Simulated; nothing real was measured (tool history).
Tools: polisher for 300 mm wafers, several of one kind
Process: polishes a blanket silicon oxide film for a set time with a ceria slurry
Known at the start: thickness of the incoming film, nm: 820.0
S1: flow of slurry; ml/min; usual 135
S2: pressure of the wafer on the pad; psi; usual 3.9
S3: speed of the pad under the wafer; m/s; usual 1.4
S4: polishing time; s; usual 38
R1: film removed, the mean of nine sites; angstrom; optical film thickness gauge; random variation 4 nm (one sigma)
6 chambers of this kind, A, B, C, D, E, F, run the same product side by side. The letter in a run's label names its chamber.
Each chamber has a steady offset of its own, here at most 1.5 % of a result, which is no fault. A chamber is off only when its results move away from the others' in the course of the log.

run,day,S1,S2,S3,S4,R1
1E,0.117,135,3.9,1.4,38,2826.1
2B,0.242,135,3.9,1.4,38,2722.1
3C,0.35,135,3.9,1.4,38,2724.8
4F,0.517,135,3.9,1.4,38,2865.7
# day 0.55: chamber D: worn pad replaced by a new one
5D,0.675,135,3.9,1.4,38,2792.1
6A,0.842,135,3.9,1.4,38,2805.6
7C,0.933,90,3.9,1.4,38,2542.1
8E,1.075,90,3.9,1.4,38,2598.1
9D,1.212,90,3.9,1.4,38,2554.3
10B,1.379,90,3.9,1.4,38,2500.1
11F,1.467,90,3.9,1.4,38,2576.7
# day 1.583: chamber B: worn pad replaced by a new one
12A,1.629,90,3.9,1.4,38,2501.9
13C,1.717,135,3.9,1.4,38,2753.6
14E,1.821,135,3.9,1.02,28,1547.5
# day 1.925: chamber E: head pressure recalibrated
15D,1.958,135,3.9,1.02,28,1476.6
# day 2.046: chamber D: head pressure recalibrated
16F,2.088,135,3.9,1.02,28,1521.2
17B,2.217,135,3.9,1.02,28,1464.3
# day 2.304: chamber F: worn pad replaced by a new one
# day 2.35: chamber F: head pressure recalibrated
18A,2.388,135,3.9,1.02,28,1469.1
# day 2.471: chamber F: slurry nozzle cleaned
19F,2.529,135,3.9,1.02,28,1503.7
20C,2.65,135,3.9,1.4,38,2707.2
21A,2.821,135,3.9,1.4,38,2757.8
22B,2.9,135,3.9,1.4,38,2768.1
23E,2.992,135,3.9,1.4,38,2817.3
24D,3.096,135,3.9,1.4,38,2724.1
25B,3.183,135,3.9,1.4,38,2680.2
26D,3.3,135,3.9,1.4,38,2638.6
27F,3.462,135,3.9,1.4,38,2689.7
28A,3.608,135,3.9,1.4,38,2766.6
29E,3.767,135,3.9,1.4,38,2864.4
# day 3.846: chamber C: worn pad replaced by a new one
30C,3.904,135,3.9,1.4,38,2699.3
31D,3.983,135,3.9,1.4,38,2712.5
32B,4.146,135,3.9,1.4,38,2663.2
33F,4.317,135,3,1.68,38,2626.4
34A,4.429,135,3,1.68,38,2516.1
35C,4.512,135,3,1.68,38,2464.3
36E,4.662,135,3,1.68,38,2537.7
37A,4.762,135,3,1.68,38,2534.2
38C,4.917,135,3,1.68,38,2540.4
39D,5,135,3.9,1.4,38,2708.3
40F,5.117,135,3.9,1.4,38,2769.9
41E,5.283,135,3.9,1.4,38,2864.2
42B,5.417,135,3.9,1.4,38,2699.6

Is one chamber off against the others, does the gauge drift, or is nothing wrong? If a chamber is off, say which, and what the likeliest cause is.

No chamber stands off beyond its own small offset, and the gauge holds steady.
